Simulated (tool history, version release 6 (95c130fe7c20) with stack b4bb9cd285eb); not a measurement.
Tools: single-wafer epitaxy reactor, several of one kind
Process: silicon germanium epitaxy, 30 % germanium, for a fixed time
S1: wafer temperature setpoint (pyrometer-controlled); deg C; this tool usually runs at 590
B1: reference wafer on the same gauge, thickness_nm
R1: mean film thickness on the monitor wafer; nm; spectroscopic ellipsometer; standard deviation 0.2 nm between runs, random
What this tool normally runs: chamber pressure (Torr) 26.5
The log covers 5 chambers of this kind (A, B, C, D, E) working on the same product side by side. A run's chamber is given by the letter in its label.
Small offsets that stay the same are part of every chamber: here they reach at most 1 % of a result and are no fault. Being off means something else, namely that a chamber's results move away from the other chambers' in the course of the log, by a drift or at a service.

{"run": "1E", "hour": 7.6, "S1": 590, "chamber pressure (Torr)": 26.5, "B1": 62.62, "R1": 54.37}
{"run": "2C", "hour": 14.4, "S1": 590, "chamber pressure (Torr)": 26.5, "B1": 62.627, "R1": 54.878}
{"run": "3A", "hour": 20.3, "S1": 590, "chamber pressure (Torr)": 26.5, "B1": 62.565, "R1": 54.97}
{"run": "4D", "hour": 28.4, "S1": 590, "chamber pressure (Torr)": 26.5, "B1": 62.585, "R1": 54.637}
{"run": "5B", "hour": 35.2, "S1": 590, "chamber pressure (Torr)": 26.5, "B1": 62.575, "R1": 55.319}
{"run": "6B", "hour": 43.5, "S1": 590, "chamber pressure (Torr)": 26.5, "B1": 62.63, "R1": 55.499}
{"run": "7E", "hour": 49.4, "S1": 590, "chamber pressure (Torr)": 26.5, "B1": 62.593, "R1": 54.397}
{"run": "8A", "hour": 55.5, "S1": 590, "chamber pressure (Torr)": 26.5, "B1": 62.604, "R1": 54.58}
{"run": "9D", "hour": 62.5, "S1": 590, "chamber pressure (Torr)": 26.5, "B1": 62.564, "R1": 54.714}
{"run": "10C", "hour": 70.1, "S1": 590, "chamber pressure (Torr)": 26.5, "B1": 62.616, "R1": 54.394}
{"run": "11C", "hour": 74.6, "S1": 590, "chamber pressure (Torr)": 26.5, "B1": 62.557, "R1": 54.951}
{"run": "12A", "hour": 84.2, "S1": 590, "chamber pressure (Torr)": 26.5, "B1": 62.613, "R1": 55.126}
{"run": "13B", "hour": 94.5, "S1": 590, "chamber pressure (Torr)": 26.5, "B1": 62.61, "R1": 55.252}
{"run": "14E", "hour": 99.9, "S1": 590, "chamber pressure (Torr)": 26.5, "B1": 62.59, "R1": 53.981}
{"run": "15D", "hour": 104.6, "S1": 590, "chamber pressure (Torr)": 26.5, "B1": 62.627, "R1": 54.789}
{"run": "16C", "hour": 112.3, "S1": 590, "chamber pressure (Torr)": 26.5, "B1": 62.59, "R1": 54.38}
{"run": "17E", "hour": 122.8, "S1": 590, "chamber pressure (Torr)": 26.5, "B1": 62.516, "R1": 54.236}
{"run": "18D", "hour": 130.9, "S1": 590, "chamber pressure (Torr)": 26.5, "B1": 62.6, "R1": 54.131}
{"run": "19B", "hour": 139.6, "S1": 590, "chamber pressure (Torr)": 20.4, "B1": 62.56, "R1": 49.799}
{"run": "20A", "hour": 146.4, "S1": 590, "chamber pressure (Torr)": 20.4, "B1": 62.596, "R1": 49.354}
{"hour": 147.5, "done": "chamber B: pyrometer calibrated"}
{"run": "21D", "hour": 154.1, "S1": 590, "chamber pressure (Torr)": 20.4, "B1": 62.604, "R1": 49.144}
{"run": "22A", "hour": 163.2, "S1": 590, "chamber pressure (Torr)": 20.4, "B1": 62.608, "R1": 49.513}
{"run": "23C", "hour": 172.7, "S1": 590, "chamber pressure (Torr)": 20.4, "B1": 62.632, "R1": 48.577}
{"run": "24E", "hour": 183.0, "S1": 590, "chamber pressure (Torr)": 26.5, "B1": 62.555, "R1": 54.444}
{"run": "25B", "hour": 188.4, "S1": 590, "chamber pressure (Torr)": 26.5, "B1": 62.627, "R1": 55.395}
{"run": "26D", "hour": 193.3, "S1": 590, "chamber pressure (Torr)": 26.5, "B1": 62.578, "R1": 54.679}
{"run": "27E", "hour": 203.1, "S1": 590, "chamber pressure (Torr)": 26.5, "B1": 62.567, "R1": 54.613}
{"run": "28B", "hour": 208.4, "S1": 590, "chamber pressure (Torr)": 26.5, "B1": 62.539, "R1": 55.337}
{"run": "29A", "hour": 214.0, "S1": 590, "chamber pressure (Torr)": 26.5, "B1": 62.608, "R1": 54.658}
{"run": "30C", "hour": 221.7, "S1": 590, "chamber pressure (Torr)": 26.5, "B1": 62.587, "R1": 54.551}
{"run": "31E", "hour": 230.2, "S1": 590, "chamber pressure (Torr)": 26.5, "B1": 62.599, "R1": 54.134}
{"run": "32D", "hour": 237.0, "S1": 590, "chamber pressure (Torr)": 26.5, "B1": 62.647, "R1": 54.524}
{"hour": 239.7, "done": "chamber D: pyrometer calibrated"}
{"run": "33A", "hour": 246.7, "S1": 590, "chamber pressure (Torr)": 26.5, "B1": 62.615, "R1": 54.993}
{"run": "34B", "hour": 253.2, "S1": 590, "chamber pressure (Torr)": 26.5, "B1": 62.622, "R1": 55.554}
{"run": "35C", "hour": 262.3, "S1": 590, "chamber pressure (Torr)": 26.5, "B1": 62.564, "R1": 54.617}
{"run": "36C", "hour": 270.4, "S1": 590, "chamber pressure (Torr)": 26.5, "B1": 62.61, "R1": 54.472}
{"run": "37E", "hour": 276.0, "S1": 590, "chamber pressure (Torr)": 26.5, "B1": 62.57, "R1": 54.236}
{"hour": 280.5, "done": "chamber A: pyrometer calibrated"}
{"run": "38A", "hour": 284.0, "S1": 590, "chamber pressure (Torr)": 26.5, "B1": 62.612, "R1": 54.735}
{"run": "39D", "hour": 290.0, "S1": 590, "chamber pressure (Torr)": 26.5, "B1": 62.632, "R1": 54.615}
{"run": "40B", "hour": 298.2, "S1": 590, "chamber pressure (Torr)": 26.5, "B1": 62.687, "R1": 55.118}
{"run": "41C", "hour": 304.1, "S1": 590, "chamber pressure (Torr)": 26.5, "B1": 62.563, "R1": 54.472}
{"run": "42B", "hour": 314.5, "S1": 590, "chamber pressure (Torr)": 32.3, "B1": 62.589, "R1": 59.915}
{"run": "43A", "hour": 323.4, "S1": 590, "chamber pressure (Torr)": 32.3, "B1": 62.544, "R1": 59.241}

Next, every chamber runs the same settings. What will each give?
{"run": "44A", "hour": 331.0, "S1": 590, "chamber pressure (Torr)": 31.8, "R1": "?"}
{"run": "44B", "hour": 331.0, "S1": 590, "chamber pressure (Torr)": 31.8, "R1": "?"}
{"run": "44C", "hour": 331.0, "S1": 590, "chamber pressure (Torr)": 31.8, "R1": "?"}
{"run": "44D", "hour": 331.0, "S1": 590, "chamber pressure (Torr)": 31.8, "R1": "?"}
{"run": "44E", "hour": 331.0, "S1": 590, "chamber pressure (Torr)": 31.8, "R1": "?"}

run=44A R1=59.146
run=44B R1=59.416
run=44C R1=58.68
run=44D R1=58.678
run=44E R1=58.671

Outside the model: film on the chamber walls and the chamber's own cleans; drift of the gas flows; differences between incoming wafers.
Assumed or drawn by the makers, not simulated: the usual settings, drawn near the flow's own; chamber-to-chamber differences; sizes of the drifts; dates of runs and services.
